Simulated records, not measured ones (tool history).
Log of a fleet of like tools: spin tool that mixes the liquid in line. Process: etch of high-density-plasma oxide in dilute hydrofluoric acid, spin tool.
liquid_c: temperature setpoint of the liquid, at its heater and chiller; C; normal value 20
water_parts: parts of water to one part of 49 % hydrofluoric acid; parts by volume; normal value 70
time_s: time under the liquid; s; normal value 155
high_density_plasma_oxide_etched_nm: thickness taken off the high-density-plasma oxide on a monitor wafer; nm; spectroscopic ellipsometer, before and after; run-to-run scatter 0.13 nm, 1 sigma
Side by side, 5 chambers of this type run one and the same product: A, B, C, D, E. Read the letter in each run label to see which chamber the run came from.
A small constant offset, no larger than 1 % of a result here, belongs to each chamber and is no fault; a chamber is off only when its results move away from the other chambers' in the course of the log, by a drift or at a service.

run     day  liquid_c  water_parts  time_s  hours since the thermometer was replaced  hours since the hydrofluoric acid flow meter was replaced  read-back film thickness of the high-density-plasma oxide reference wafer, read on the same gauge (nm)  high_density_plasma_oxide_etched_nm
 1E   0.512        20           70     155                                     260.9                                                     1203.6                                                                                                  39.987                               13.846
 2D   1.162        20           70     155                                    1214.2                                                     1347.5                                                                                                  39.996                               13.847
      1.404  -- chamber C: thermometer replaced
      1.696  -- chamber D: hydrofluoric acid flow meter replaced
 3A   1.721        20           70     155                                    1387.6                                                      175.4                                                                                                  40.001                               13.737
 4C   2.183        20           70     155                                      18.8                                                        451                                                                                                  39.984                                13.99
 5B    2.85        20           70     155                                     181.1                                                      462.3                                                                                                  40.014                               13.676
 6C   3.471        20           70     155                                      49.7                                                      481.9                                                                                                  40.008                               14.085
 7B     3.8        20           70     155                                     203.9                                                      485.1                                                                                                  39.974                               13.588
 8A   4.146        20           70     155                                    1445.8                                                      233.6                                                                                                  39.995                               13.614
 9D   4.788        20           70     155                                    1301.2                                                       74.2                                                                                                  39.997                               13.742
10E     5.3        20           70     155                                     375.8                                                     1318.5                                                                                                      40                               14.023
11C   5.704        20           70     155                                     103.3                                                      535.5                                                                                                  39.975                               13.838
12B   6.025        20           70     155                                     257.3                                                      538.5                                                                                                  39.983                                13.82
13A   6.588        20           70     155                                    1504.4                                                      292.2                                                                                                  40.036                               13.745
14E   7.192        20           70     155                                     421.2                                                     1363.9                                                                                                  40.008                               13.921
15D   7.738        20           70     155                                      1372                                                        145                                                                                                   39.99                               13.465
16A   8.408        17           70     155                                    1548.1                                                      335.9                                                                                                  39.996                               12.233
17C   8.904        17           70     155                                     180.1                                                      612.3                                                                                                  40.001                               12.366
18B   9.408        17           70     155                                     338.5                                                      619.7                                                                                                  39.977                               12.215
19E  10.021        17           70     155                                     489.1                                                     1431.8                                                                                                  40.004                               11.645
20D  10.633        17           70     155                                    1441.5                                                      214.5                                                                                                  40.003                               11.993
21A  11.258        20           70     155                                    1616.5                                                      404.3                                                                                                  40.003                               13.825
22E    11.7        20           70     155                                     529.4                                                     1472.1                                                                                                  39.988                               13.127
23C  12.229        20           70     155                                     259.9                                                      692.1                                                                                                  39.975                               13.733
     12.738  -- chamber E: hydrofluoric acid flow meter replaced
24B  12.754        20          100     155                                     418.8                                                        700                                                                                                  39.981                               9.3473
25D  13.183        20          100     155                                    1502.7                                                      275.7                                                                                                  40.012                               9.0991
26A  13.825        20          100     155                                    1678.1                                                      465.9                                                                                                  39.991                               9.2031
27E  14.438        20          100     155                                     595.1                                                       40.8                                                                                                  39.998                               8.6568
     14.608  -- chamber A: thermometer replaced
28D  14.846        20          100     155                                    1542.6                                                      315.6                                                                                                  40.005                               9.1244
29B  15.462        20           70     155                                     483.8                                                        765                                                                                                  40.029                               13.864
30C  15.904        20           70     155                                     348.1                                                      780.3                                                                                                  39.974                               13.806
31D  16.533        20           70     155                                    1583.1                                                      356.1                                                                                                  39.998                               13.665
32A  17.058        20           70     155                                      58.8                                                      543.5                                                                                                   39.99                               13.645
33E  17.517        20           70     155                                       669                                                      114.7                                                                                                  40.002                               12.736
34B  17.971        20           70     155                                       544                                                      825.2                                                                                                  39.985                               13.889
35C  18.588        20           70     155                                     412.5                                                      844.7                                                                                                  40.004                               13.911
36E  19.138        20           70     155                                     707.9                                                      153.6                                                                                                   40.01                               12.417
37D  19.646        20           70     155                                    1657.8                                                      430.8                                                                                                   39.99                               13.604

Next, all 5 chambers run the settings below, one line each with question marks for the results. What does each chamber give?
38A  20.146        20           70     155                                                                                                                                                                                                                                                 ?
38B  20.146        20           70     155                                                                                                                                                                                                                                                 ?
38C  20.146        20           70     155                                                                                                                                                                                                                                                 ?
38D  20.146        20           70     155                                                                                                                                                                                                                                                 ?
38E  20.146        20           70     155                                                                                                                                                                                                                                                 ?

run  high_density_plasma_oxide_etched_nm
38A                               13.524
38B                               13.769
38C                               13.544
38D                               13.571
38E                               12.402
